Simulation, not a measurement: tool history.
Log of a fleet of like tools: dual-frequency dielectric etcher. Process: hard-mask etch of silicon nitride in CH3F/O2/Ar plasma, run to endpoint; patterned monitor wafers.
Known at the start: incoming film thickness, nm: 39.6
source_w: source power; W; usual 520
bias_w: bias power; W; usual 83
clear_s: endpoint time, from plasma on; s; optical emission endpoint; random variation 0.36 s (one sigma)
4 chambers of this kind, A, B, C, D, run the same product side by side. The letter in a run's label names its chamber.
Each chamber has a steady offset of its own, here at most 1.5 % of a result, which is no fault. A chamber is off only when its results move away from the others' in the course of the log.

run	hour	source_w	bias_w	clear_s
1C	5.1	520	83	49.343
# hour 6.6: chamber A: wet clean of the chamber
2D	10.5	520	83	49.169
3A	16	520	83	49.435
4B	19.4	520	83	49.239
5A	21.9	420	83	53.58
6D	25.1	420	83	53.689
7C	27.6	420	83	53.107
8B	31.6	420	83	52.885
9C	36.3	440	64	57.535
10D	39.2	440	64	57.209
11A	42.6	440	64	57.53
12B	47.9	440	64	56.062
13B	51.3	520	83	48.784
14A	54.4	520	83	49.582
15D	59	390	69	58.409
16C	63.3	390	69	58.743
17C	68.7	390	69	58.375
18A	73.1	390	69	58.34
# hour 75.4: chamber B: wet clean of the chamber
19D	77.7	520	83	48.824
20B	81.9	520	83	49.608
21A	85.8	620	75	48.108
22C	91	620	75	47.816
23D	96.6	620	75	47.433
24B	99	620	75	46.809
25B	103	520	83	48.219
26C	107.5	520	83	49.259
27A	112.4	520	83	49.191
28D	116.6	520	83	49.615
29B	121.4	520	83	48.157
30D	126.1	520	83	49.044
31A	130.6	520	83	49.767
# hour 133.9: chamber C: wet clean of the chamber
32C	135.1	400	65	58.872

All 4 chambers run these settings next. Forecast each chamber's results:
33A	139.1	520	98	?
33B	139.1	520	98	?
33C	139.1	520	98	?
33D	139.1	520	98	?

run	clear_s
33A	46.144
33B	45.8
33C	46.424
33D	46.304
